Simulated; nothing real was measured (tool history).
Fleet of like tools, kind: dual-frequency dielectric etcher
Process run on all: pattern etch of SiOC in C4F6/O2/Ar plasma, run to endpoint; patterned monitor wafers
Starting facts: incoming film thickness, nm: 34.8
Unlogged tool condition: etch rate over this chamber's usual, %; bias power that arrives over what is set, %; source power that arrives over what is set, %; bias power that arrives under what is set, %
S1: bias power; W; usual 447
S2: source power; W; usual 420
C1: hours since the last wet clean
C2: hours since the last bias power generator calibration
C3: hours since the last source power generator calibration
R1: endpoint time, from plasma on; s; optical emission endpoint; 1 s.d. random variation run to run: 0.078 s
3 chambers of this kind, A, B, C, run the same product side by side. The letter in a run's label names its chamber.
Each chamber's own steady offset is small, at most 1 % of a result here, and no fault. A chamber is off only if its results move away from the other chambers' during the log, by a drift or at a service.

run   hour   S1   S2     C1      C2      C3      R1
 1B     12  447  420  243.8  2245.8  2171.9  11.914
 2A   25.2  447  420  144.4    3092  2837.7  12.049
      30.1  -- chamber C: wet clean of the chamber
 3C   38.4  447  420    8.4  2185.3   376.5  12.094
 4B   52.6  447  420  284.4  2286.4  2212.5  12.057
 5A   65.4  447  420  184.6  3132.2  2877.9  11.934
 6C   79.1  447  420   49.1    2226   417.2  11.976
 7C   94.2  447  420   64.2  2241.1   432.3  11.932
 8B  102.4  447  420  334.2  2336.2  2262.3  12.005
 9A  116.9  447  420  236.1  3183.7  2929.4  11.835
10B  127.8  447  420  359.6  2361.6  2287.7   12.07
11C  136.5  447  420  106.5  2283.4   474.6  12.122
12A  146.3  447  420  265.5  3213.1  2958.8  11.882
13A  154.5  447  420  273.7  3221.3    2967   11.94
14B  163.4  447  420  395.2  2397.2  2323.3   11.99
15C  174.9  519  390  144.9  2321.8     513  11.642
16C  181.8  519  390  151.8  2328.7   519.9  11.753
17A  190.8  519  390    310  3257.6  3003.3   11.65
18B  198.3  447  420  430.1  2432.1  2358.2  11.991
19C    209  389  460    179  2355.9   547.1  12.342
20B  215.8  389  460  447.6  2449.6  2375.7  12.349
21A  230.4  389  460  349.6  3297.2  3042.9  12.098
22B  245.5  447  420  477.3  2479.3  2405.4  12.003
23C  253.7  372  360  223.7  2400.6   591.8   13.65
24A  262.2  372  360  381.4    3329  3074.7  13.618
25A  270.9  372  360  390.1  3337.7  3083.4  13.638
26C  279.9  447  420  249.9  2426.8     618  12.137
27B  290.1  447  420  521.9  2523.9    2450  12.126
28C  298.5  447  420  268.5  2445.4   636.6  12.115
29B  305.3  447  420  537.1  2539.1  2465.2  12.145
     316.4  -- chamber A: source power generator calibrated
30A    320  447  420  439.2  3386.8     3.6  11.888
31B  327.3  447  420  559.1  2561.1  2487.2  12.013

Which is it: a chamber that has drifted or been left off by a service, a gauge drift common to all chambers, or only each chamber's usual small offset? If a chamber is off, name it and its likeliest cause.

Nothing is wrong: each chamber keeps only its own small, steady offset and the gauge holds still.
